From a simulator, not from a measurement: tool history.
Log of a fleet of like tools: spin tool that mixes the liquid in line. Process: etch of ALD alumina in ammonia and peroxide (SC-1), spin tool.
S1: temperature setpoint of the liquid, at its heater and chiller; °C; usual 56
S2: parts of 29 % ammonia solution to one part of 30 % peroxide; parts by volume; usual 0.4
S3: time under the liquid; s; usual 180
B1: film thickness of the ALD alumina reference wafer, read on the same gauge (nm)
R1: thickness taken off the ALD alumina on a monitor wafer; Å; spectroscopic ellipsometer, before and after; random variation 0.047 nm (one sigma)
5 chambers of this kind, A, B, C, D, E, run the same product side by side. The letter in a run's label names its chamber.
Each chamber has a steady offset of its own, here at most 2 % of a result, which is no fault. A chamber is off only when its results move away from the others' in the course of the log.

run,hour,S1,S2,S3,B1,R1
1A,7.3,56,0.4,180,80.033,81.543
2B,18.7,56,0.4,180,79.98,82.854
# hour 23.7: chamber C: thermometer replaced
3E,24.2,56,0.4,180,80.017,82.658
4D,32.3,56,0.4,180,79.993,82.5
5C,40.3,56,0.4,180,79.991,83.137
6D,46.6,56,0.4,180,80.016,82.773
# hour 46.8: chamber B: new drum of ammonia solution connected
7B,54.4,63.5,0.4,180,79.995,123.87
8C,60.7,63.5,0.4,180,79.977,119.73
9E,68.9,63.5,0.4,180,80.026,122.96
10A,77,63.5,0.4,180,79.986,122.05
11D,84.4,63.5,0.4,180,79.99,120.48
12C,93.5,56,0.4,180,80.028,81.639
13E,101.7,56,0.4,180,80.035,83.009
14A,113,56,0.4,180,80.007,81.928
15B,123.1,56,0.4,180,80.007,84.901
16C,131.9,56,0.4,180,80.008,82.109
17E,141.7,56,0.4,180,79.986,82.484
# hour 142.2: chamber D: ammonia flow meter replaced
18D,149.6,50,0.4,100,79.969,32.461
# hour 154.3: chamber E: ammonia flow meter replaced
# hour 155.5: chamber B: heated supply line repaired
19A,157.1,50,0.4,100,79.984,32.865
20B,163.1,50,0.4,100,79.993,33.349
21B,173.2,50,0.4,100,80.018,33.524
22D,184.2,50,0.4,100,80.029,32.529
23C,191.8,56,0.4,180,80.006,81.676
# hour 201.9: chamber A: thermometer replaced
24A,202,56,0.4,180,80.018,82.311
25E,212.2,56,0.4,180,80.024,82.918
26E,223.2,56,0.4,180,79.982,83.643
27B,229.3,56,0.4,180,80.008,84.291
28C,239.4,56,0.4,180,80.016,81.839
29D,248.6,56,0.4,180,80.005,79.589
30A,256.5,56,0.4,180,80.014,81.757
31B,261.8,56,0.4,180,79.998,83.714
32A,271.3,56,0.4,180,80.001,82.269
33D,278.1,56,0.4,180,80.007,77.961
34E,287.2,56,0.4,180,79.995,82.797
35C,294.2,63,0.4,110,80.002,72.437
36E,303.1,63,0.4,110,80.022,73.212

All 5 chambers run these settings next. Forecast each chamber's results:
37A,311.3,56,0.45,180,,?
37B,311.3,56,0.45,180,,?
37C,311.3,56,0.45,180,,?
37D,311.3,56,0.45,180,,?
37E,311.3,56,0.45,180,,?

run,R1
37A,83.321
37B,84.887
37C,83.378
37D,78.828
37E,83.756
